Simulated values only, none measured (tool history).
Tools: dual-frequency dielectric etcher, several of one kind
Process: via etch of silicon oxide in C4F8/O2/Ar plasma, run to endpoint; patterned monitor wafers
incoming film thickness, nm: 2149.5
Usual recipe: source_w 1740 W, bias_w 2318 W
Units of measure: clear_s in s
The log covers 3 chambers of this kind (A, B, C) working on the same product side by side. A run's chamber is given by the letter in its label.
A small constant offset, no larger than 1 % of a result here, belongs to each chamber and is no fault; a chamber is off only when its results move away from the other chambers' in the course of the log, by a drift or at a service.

run 1B day=0.167 | source_w=1740 bias_w=2318 | clear_s=433.84
run 2A day=0.392 | source_w=1740 bias_w=2318 | clear_s=428.54
run 3C day=0.588 | source_w=1740 bias_w=2318 | clear_s=432.17
run 4B day=0.829 | source_w=1740 bias_w=2318 | clear_s=429.39
run 5A day=0.992 | source_w=1740 bias_w=2318 | clear_s=431.48
run 6C day=1.217 | source_w=1740 bias_w=2318 | clear_s=431.25
run 7C day=1.396 | source_w=1740 bias_w=2318 | clear_s=430.26
run 8B day=1.567 | source_w=1740 bias_w=2318 | clear_s=431.76
run 9A day=1.758 | source_w=1740 bias_w=2318 | clear_s=425.12
run 10C day=1.896 | source_w=1740 bias_w=2318 | clear_s=431.28
run 11A day=2.075 | source_w=1740 bias_w=2318 | clear_s=429.22
run 12B day=2.262 | source_w=1740 bias_w=2318 | clear_s=429.99
run 13C day=2.412 | source_w=1740 bias_w=2318 | clear_s=429.26
run 14A day=2.592 | source_w=1740 bias_w=2318 | clear_s=427.81
run 15B day=2.829 | source_w=1740 bias_w=2318 | clear_s=433.25
run 16C day=3.100 | source_w=1740 bias_w=2318 | clear_s=433.37
run 17A day=3.342 | source_w=1740 bias_w=2318 | clear_s=427.64
run 18B day=3.550 | source_w=1740 bias_w=2318 | clear_s=430.24
run 19B day=3.704 | source_w=1740 bias_w=2318 | clear_s=431.07
run 20A day=3.946 | source_w=1740 bias_w=2318 | clear_s=428.45
run 21C day=4.092 | source_w=1740 bias_w=2318 | clear_s=433.79
run 22A day=4.250 | source_w=1740 bias_w=2318 | clear_s=427.76
run 23C day=4.383 | source_w=1740 bias_w=2318 | clear_s=433.43
run 24B day=4.646 | source_w=1740 bias_w=2318 | clear_s=432.32
run 25C day=4.900 | source_w=1740 bias_w=2318 | clear_s=435.30
run 26B day=5.033 | source_w=2050 bias_w=2712 | clear_s=384.72
run 27A day=5.292 | source_w=2050 bias_w=2712 | clear_s=382.15
run 28A day=5.446 | source_w=2050 bias_w=2712 | clear_s=381.67
run 29B day=5.725 | source_w=1740 bias_w=2318 | clear_s=428.71
run 30C day=5.933 | source_w=1900 bias_w=2736 | clear_s=403.72
run 31A day=6.154 | source_w=1900 bias_w=2736 | clear_s=393.24
run 32B day=6.325 | source_w=1900 bias_w=2736 | clear_s=396.33
run 33C day=6.517 | source_w=1740 bias_w=2318 | clear_s=438.52
run 34C day=6.767 | source_w=1740 bias_w=2318 | clear_s=439.46
run 35B day=6.925 | source_w=1740 bias_w=2318 | clear_s=431.58
run 36A day=7.133 | source_w=1740 bias_w=2318 | clear_s=428.94
run 37A day=7.379 | source_w=1740 bias_w=2318 | clear_s=430.19
run 38B day=7.567 | source_w=1740 bias_w=2318 | clear_s=431.00
run 39C day=7.704 | source_w=1740 bias_w=2318 | clear_s=439.73
run 40B day=7.896 | source_w=1740 bias_w=2318 | clear_s=431.23

Predict what each chamber gives when all 3 of them run the settings below next.
run 41A day=8.108 | source_w=1740 bias_w=2318 | clear_s=?
run 41B day=8.108 | source_w=1740 bias_w=2318 | clear_s=?
run 41C day=8.108 | source_w=1740 bias_w=2318 | clear_s=?

run=41A clear_s=431.53
run=41B clear_s=428.53
run=41C clear_s=440.12

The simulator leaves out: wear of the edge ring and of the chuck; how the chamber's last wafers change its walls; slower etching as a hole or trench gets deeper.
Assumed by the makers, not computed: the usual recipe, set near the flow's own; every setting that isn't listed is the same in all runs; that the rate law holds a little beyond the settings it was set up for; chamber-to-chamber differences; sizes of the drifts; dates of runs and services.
